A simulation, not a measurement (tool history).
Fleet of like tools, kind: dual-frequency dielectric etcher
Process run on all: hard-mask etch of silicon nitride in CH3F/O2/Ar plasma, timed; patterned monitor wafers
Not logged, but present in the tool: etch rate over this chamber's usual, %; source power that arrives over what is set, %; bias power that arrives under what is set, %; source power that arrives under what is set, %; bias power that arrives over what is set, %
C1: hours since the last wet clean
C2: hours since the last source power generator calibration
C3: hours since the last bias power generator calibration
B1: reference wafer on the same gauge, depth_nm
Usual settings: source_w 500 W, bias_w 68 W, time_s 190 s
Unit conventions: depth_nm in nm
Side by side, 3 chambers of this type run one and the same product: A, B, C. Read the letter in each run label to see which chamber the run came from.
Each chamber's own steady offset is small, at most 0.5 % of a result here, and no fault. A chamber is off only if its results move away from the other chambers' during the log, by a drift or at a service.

run 1A day=0.217 | source_w=500 bias_w=68 time_s=190 | C1=102.2 C2=2490.2 C3=3166.5 | B1=131.06 | depth_nm=142.20
run 2B day=0.421 | source_w=500 bias_w=68 time_s=190 | C1=156.9 C2=653.0 C3=4093.6 | B1=130.81 | depth_nm=141.25
run 3C day=0.675 | source_w=500 bias_w=68 time_s=190 | C1=84.7 C2=768.0 C3=4439.2 | B1=131.11 | depth_nm=142.71
run 4C day=1.112 | source_w=500 bias_w=68 time_s=190 | C1=95.2 C2=778.5 C3=4449.7 | B1=131.01 | depth_nm=140.86
run 5B day=1.462 | source_w=500 bias_w=68 time_s=190 | C1=181.9 C2=678.0 C3=4118.6 | B1=131.14 | depth_nm=142.68
run 6A day=1.829 | source_w=500 bias_w=68 time_s=190 | C1=140.9 C2=2528.9 C3=3205.2 | B1=131.00 | depth_nm=141.47
run 7C day=2.233 | source_w=500 bias_w=68 time_s=190 | C1=122.1 C2=805.4 C3=4476.6 | B1=131.18 | depth_nm=140.14
run 8B day=2.467 | source_w=500 bias_w=68 time_s=190 | C1=206.0 C2=702.1 C3=4142.7 | B1=130.79 | depth_nm=141.64
run 9A day=2.767 | source_w=500 bias_w=68 time_s=190 | C1=163.4 C2=2551.4 C3=3227.7 | B1=130.98 | depth_nm=142.86
run 10B day=3.175 | source_w=500 bias_w=56 time_s=190 | C1=223.0 C2=719.1 C3=4159.7 | B1=130.86 | depth_nm=134.07
run 11A day=3.625 | source_w=500 bias_w=56 time_s=190 | C1=184.0 C2=2572.0 C3=3248.3 | B1=131.02 | depth_nm=133.80
run 12C day=4.004 | source_w=500 bias_w=56 time_s=190 | C1=164.6 C2=847.9 C3=4519.1 | B1=130.88 | depth_nm=134.10
run 13C day=4.417 | source_w=500 bias_w=68 time_s=190 | C1=174.5 C2=857.8 C3=4529.0 | B1=131.04 | depth_nm=141.92
-- day=4.571 chamber C: bias power generator calibrated
run 14A day=4.800 | source_w=500 bias_w=78 time_s=190 | C1=212.2 C2=2600.2 C3=3276.5 | B1=131.14 | depth_nm=148.94
run 15B day=5.025 | source_w=500 bias_w=78 time_s=190 | C1=267.4 C2=763.5 C3=4204.1 | B1=130.95 | depth_nm=149.10
run 16A day=5.312 | source_w=500 bias_w=78 time_s=190 | C1=224.5 C2=2612.5 C3=3288.8 | B1=130.98 | depth_nm=148.61
run 17B day=5.579 | source_w=500 bias_w=68 time_s=190 | C1=280.7 C2=776.8 C3=4217.4 | B1=130.94 | depth_nm=142.93
run 18C day=5.979 | source_w=500 bias_w=68 time_s=190 | C1=212.0 C2=895.3 C3=33.9 | B1=130.81 | depth_nm=141.55
run 19A day=6.238 | source_w=500 bias_w=68 time_s=190 | C1=246.7 C2=2634.7 C3=3311.0 | B1=130.85 | depth_nm=141.68
-- day=6.425 chamber B: bias power generator calibrated
run 20C day=6.442 | source_w=500 bias_w=68 time_s=190 | C1=223.1 C2=906.4 C3=45.0 | B1=130.90 | depth_nm=142.22
run 21B day=6.804 | source_w=500 bias_w=68 time_s=190 | C1=310.1 C2=806.2 C3=9.2 | B1=130.95 | depth_nm=142.70
run 22C day=7.158 | source_w=500 bias_w=68 time_s=190 | C1=240.3 C2=923.6 C3=62.2 | B1=130.85 | depth_nm=139.08
run 23A day=7.358 | source_w=500 bias_w=68 time_s=190 | C1=273.6 C2=2661.6 C3=3337.9 | B1=131.05 | depth_nm=142.31
run 24B day=7.571 | source_w=500 bias_w=68 time_s=190 | C1=328.5 C2=824.6 C3=27.6 | B1=130.92 | depth_nm=142.52
run 25B day=7.883 | source_w=500 bias_w=68 time_s=190 | C1=336.0 C2=832.1 C3=35.1 | B1=130.93 | depth_nm=143.78
run 26C day=8.196 | source_w=500 bias_w=68 time_s=190 | C1=265.2 C2=948.5 C3=87.1 | B1=131.00 | depth_nm=141.81
run 27A day=8.475 | source_w=500 bias_w=68 time_s=190 | C1=300.4 C2=2688.4 C3=3364.7 | B1=130.82 | depth_nm=140.82

One chamber off, gauge drift, or nothing amiss beyond the chambers' own small offsets? If it is a chamber, which one, and what is the likeliest cause?

Beyond each chamber's small constant offset nothing stands out, and the gauge stays steady.

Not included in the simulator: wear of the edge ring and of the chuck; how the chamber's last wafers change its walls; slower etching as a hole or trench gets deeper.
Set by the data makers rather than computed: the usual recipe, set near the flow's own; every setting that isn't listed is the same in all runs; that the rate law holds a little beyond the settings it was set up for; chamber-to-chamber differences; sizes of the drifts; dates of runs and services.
